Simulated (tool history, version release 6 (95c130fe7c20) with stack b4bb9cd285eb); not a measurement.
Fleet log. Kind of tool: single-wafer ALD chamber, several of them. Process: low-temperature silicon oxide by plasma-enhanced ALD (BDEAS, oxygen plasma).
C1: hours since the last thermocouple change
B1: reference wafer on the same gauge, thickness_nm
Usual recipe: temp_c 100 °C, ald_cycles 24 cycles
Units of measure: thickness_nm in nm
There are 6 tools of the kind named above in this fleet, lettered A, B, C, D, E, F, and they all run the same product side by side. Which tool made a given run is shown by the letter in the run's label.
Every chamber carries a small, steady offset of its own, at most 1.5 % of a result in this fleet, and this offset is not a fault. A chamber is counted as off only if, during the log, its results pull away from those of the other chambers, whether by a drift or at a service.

run 1A hour=7.0 | temp_c=100 ald_cycles=24 | C1=178.4 | B1=3.0292 | thickness_nm=3.4154
run 2C hour=12.0 | temp_c=100 ald_cycles=24 | C1=1701.7 | B1=3.0291 | thickness_nm=3.4302
run 3F hour=18.0 | temp_c=100 ald_cycles=24 | C1=1207.5 | B1=3.0277 | thickness_nm=3.4317
run 4D hour=24.2 | temp_c=100 ald_cycles=24 | C1=319.1 | B1=3.0283 | thickness_nm=3.4569
run 5B hour=27.9 | temp_c=100 ald_cycles=24 | C1=902.3 | B1=3.0277 | thickness_nm=3.4590
run 6E hour=32.3 | temp_c=100 ald_cycles=24 | C1=1443.2 | B1=3.0271 | thickness_nm=3.4174
run 7C hour=38.8 | temp_c=100 ald_cycles=24 | C1=1728.5 | B1=3.0278 | thickness_nm=3.4253
run 8B hour=46.1 | temp_c=95 ald_cycles=19 | C1=920.5 | B1=3.0271 | thickness_nm=2.7892
run 9A hour=50.3 | temp_c=95 ald_cycles=19 | C1=221.7 | B1=3.0273 | thickness_nm=2.7520
run 10E hour=57.2 | temp_c=95 ald_cycles=19 | C1=1468.1 | B1=3.0253 | thickness_nm=2.7538
run 11F hour=62.4 | temp_c=95 ald_cycles=19 | C1=1251.9 | B1=3.0260 | thickness_nm=2.7747
run 12D hour=68.7 | temp_c=95 ald_cycles=19 | C1=363.6 | B1=3.0269 | thickness_nm=2.7778
run 13D hour=76.0 | temp_c=95 ald_cycles=19 | C1=370.9 | B1=3.0242 | thickness_nm=2.7793
run 14F hour=82.2 | temp_c=100 ald_cycles=24 | C1=1271.7 | B1=3.0237 | thickness_nm=3.4477
run 15E hour=85.6 | temp_c=100 ald_cycles=24 | C1=1496.5 | B1=3.0247 | thickness_nm=3.4187
run 16A hour=90.5 | temp_c=94 ald_cycles=24 | C1=261.9 | B1=3.0236 | thickness_nm=3.4809
run 17C hour=93.9 | temp_c=94 ald_cycles=24 | C1=1783.6 | B1=3.0238 | thickness_nm=3.4871
run 18B hour=100.7 | temp_c=94 ald_cycles=24 | C1=975.1 | B1=3.0230 | thickness_nm=3.5276
run 19B hour=108.3 | temp_c=94 ald_cycles=24 | C1=982.7 | B1=3.0233 | thickness_nm=3.5313
run 20C hour=112.9 | temp_c=94 ald_cycles=24 | C1=1802.6 | B1=3.0210 | thickness_nm=3.4945
run 21D hour=120.2 | temp_c=94 ald_cycles=24 | C1=415.1 | B1=3.0197 | thickness_nm=3.5343
run 22E hour=125.8 | temp_c=100 ald_cycles=24 | C1=1536.7 | B1=3.0202 | thickness_nm=3.3999
run 23A hour=130.9 | temp_c=100 ald_cycles=24 | C1=302.3 | B1=3.0211 | thickness_nm=3.4087
run 24F hour=138.1 | temp_c=100 ald_cycles=24 | C1=1327.6 | B1=3.0201 | thickness_nm=3.4380
run 25F hour=145.6 | temp_c=100 ald_cycles=24 | C1=1335.1 | B1=3.0193 | thickness_nm=3.4307
run 26A hour=150.4 | temp_c=100 ald_cycles=24 | C1=321.8 | B1=3.0198 | thickness_nm=3.4073
run 27D hour=155.3 | temp_c=100 ald_cycles=24 | C1=450.2 | B1=3.0176 | thickness_nm=3.4484
run 28C hour=159.2 | temp_c=100 ald_cycles=24 | C1=1848.9 | B1=3.0189 | thickness_nm=3.4120
run 29B hour=163.2 | temp_c=100 ald_cycles=24 | C1=1037.6 | B1=3.0191 | thickness_nm=3.4497
run 30E hour=170.4 | temp_c=100 ald_cycles=24 | C1=1581.3 | B1=3.0164 | thickness_nm=3.4058
run 31F hour=177.6 | temp_c=100 ald_cycles=24 | C1=1367.1 | B1=3.0174 | thickness_nm=3.4166
run 32D hour=184.2 | temp_c=100 ald_cycles=21 | C1=479.1 | B1=3.0168 | thickness_nm=3.0114
run 33A hour=191.0 | temp_c=100 ald_cycles=21 | C1=362.4 | B1=3.0161 | thickness_nm=2.9715
run 34C hour=197.4 | temp_c=100 ald_cycles=21 | C1=1887.1 | B1=3.0163 | thickness_nm=2.9854
run 35B hour=203.9 | temp_c=100 ald_cycles=21 | C1=1078.3 | B1=3.0156 | thickness_nm=3.0064
run 36E hour=211.6 | temp_c=100 ald_cycles=21 | C1=1622.5 | B1=3.0153 | thickness_nm=2.9805
run 37E hour=219.0 | temp_c=100 ald_cycles=21 | C1=1629.9 | B1=3.0135 | thickness_nm=2.9790
run 38C hour=225.9 | temp_c=100 ald_cycles=24 | C1=1915.6 | B1=3.0137 | thickness_nm=3.4143
run 39A hour=231.2 | temp_c=100 ald_cycles=24 | C1=402.6 | B1=3.0143 | thickness_nm=3.3911
run 40D hour=237.4 | temp_c=100 ald_cycles=24 | C1=532.3 | B1=3.0131 | thickness_nm=3.4451
run 41B hour=244.2 | temp_c=100 ald_cycles=20 | C1=1118.6 | B1=3.0112 | thickness_nm=2.8659

Is one chamber off against the others, does the gauge drift, or is nothing wrong? If a chamber is off, say which, and what the likeliest cause is.

It is the gauge, not a chamber: its drift shows up in every chamber's results at once, and no chamber is off.
Cause: gauge reads low (%) = 0.601.
